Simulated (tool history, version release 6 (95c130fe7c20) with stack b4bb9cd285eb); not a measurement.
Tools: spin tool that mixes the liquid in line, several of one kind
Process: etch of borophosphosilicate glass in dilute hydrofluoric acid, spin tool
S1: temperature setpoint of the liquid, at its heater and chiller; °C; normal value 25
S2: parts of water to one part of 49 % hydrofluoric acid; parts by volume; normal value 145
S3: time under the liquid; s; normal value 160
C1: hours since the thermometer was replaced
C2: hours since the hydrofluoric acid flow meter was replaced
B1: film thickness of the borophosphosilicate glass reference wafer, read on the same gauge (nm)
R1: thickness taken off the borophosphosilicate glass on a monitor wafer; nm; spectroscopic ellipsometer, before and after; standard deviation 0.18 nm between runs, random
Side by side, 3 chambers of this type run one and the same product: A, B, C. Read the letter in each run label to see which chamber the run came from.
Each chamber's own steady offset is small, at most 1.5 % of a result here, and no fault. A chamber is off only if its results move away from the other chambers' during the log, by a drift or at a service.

run   hour    S1   S2   S3      C1      C2      B1      R1
 1A    7.1    25  145  160  2509.5   546.4  40.037  27.924
      13.2  -- chamber A: thermometer replaced
 2B   19.3    25  145  160   877.4  1525.7  40.028  28.099
      27.1  -- chamber B: hydrofluoric acid flow meter replaced
 3C   30.8    25  145  160  1474.2   560.1  39.985  27.468
 4A   37.2    25  145  160    24.1   576.5  39.999  27.806
 5B     51    25  145  160   909.1      24  40.025  27.834
 6C   61.3    25  145  160  1504.7   590.6   40.01  27.927
 7B   74.7    25  175  160   932.8    47.7  40.022  22.179
 8A   81.9    25  175  160    68.8   621.2  39.966  22.381
      87.5  -- chamber A: hydrofluoric acid flow meter replaced
 9C   94.7    25  175  160  1538.1     624  40.007  22.359
10C  106.4    25  145  160  1549.8   635.7      40  27.746
11A  116.3    25  185   85   103.2    28.8  39.994  11.066
12B  130.1    25  185   85   988.2   103.1  39.957  11.234
13C  139.6    25  185   85    1583   668.9  39.996   10.87
     142.9  -- chamber B: thermometer replaced
14A  153.1    25  145  160     140    65.6  40.006  27.815
15B  164.8    29  145  160      22   137.8  40.012  32.438
16B  175.1    29  145  160    32.3   148.1  39.983  32.581
17A  187.4    29  145  160   174.3    99.9  40.001  32.512
18C  195.3    25  145  160  1638.7   724.6  39.972   27.61
19A  203.8    25  145  160   190.7   116.3  39.995  28.283
20C  210.3  26.5  145  210  1653.7   739.6  40.017  38.261
21B    218  26.5  145  210    75.2     191  39.995  39.325
22C  230.8  26.5  145  210  1674.2   760.1  39.982  37.701
23B    245    25  145  160   102.2     218  40.003  27.907
24A  256.1    25  145  205     243   168.6  39.999  35.947
25A  268.6    25  145  205   255.5   181.1  40.012  36.211
26C  276.2    25  145  205  1719.6   805.5  40.015  34.854
27B  284.5    25  145  160   141.7   257.5  40.015  28.168
28C  298.5    25  145  160  1741.9   827.8  40.005  26.965
29B  312.8    25  145  160     170   285.8  40.003  27.899
30A  320.9    25  145  160   307.8   233.4  39.982   28.19
31B  332.7    25  145  160   189.9   305.7  40.037  27.959
32C    342    25  145  160  1785.4   871.3  40.011  26.737
33A  356.4  29.5  145  160   343.3   268.9  39.957  33.529

Has any chamber moved away from the others, gradually or after a service, or does the common gauge drift, or do the chambers differ only by their own small steady offsets? State the chamber and the most likely cause if one applies.

It is chamber C that slowly wanders off from its peers.
Cause: hydrofluoric acid flow below the setpoint (%) = 4.23.
The log may not separate it from: liquid colder than its thermometer reads (K).

Which of the 4 candidates below, each the usual settings with something changed and its results left as question marks, puts chamber C back in line with what the other chambers give on the usual settings?
To be in line, a result may differ from the other chambers' mean on the usual settings by at most: R1 0.62 nm
34C-1  366.7    25  145  150               ?
34C-2  366.7  24.5  145  160               ?
34C-3  366.7    25  145  170               ?
34C-4  366.7  25.5  145  160               ?

Other chambers, usual settings, mean: R1 28.011 nm
  run      R1
34C-1  24.872
34C-2  26.042
34C-3  28.189
34C-4  27.025
34C-3 puts the chamber back in line with the other chambers.
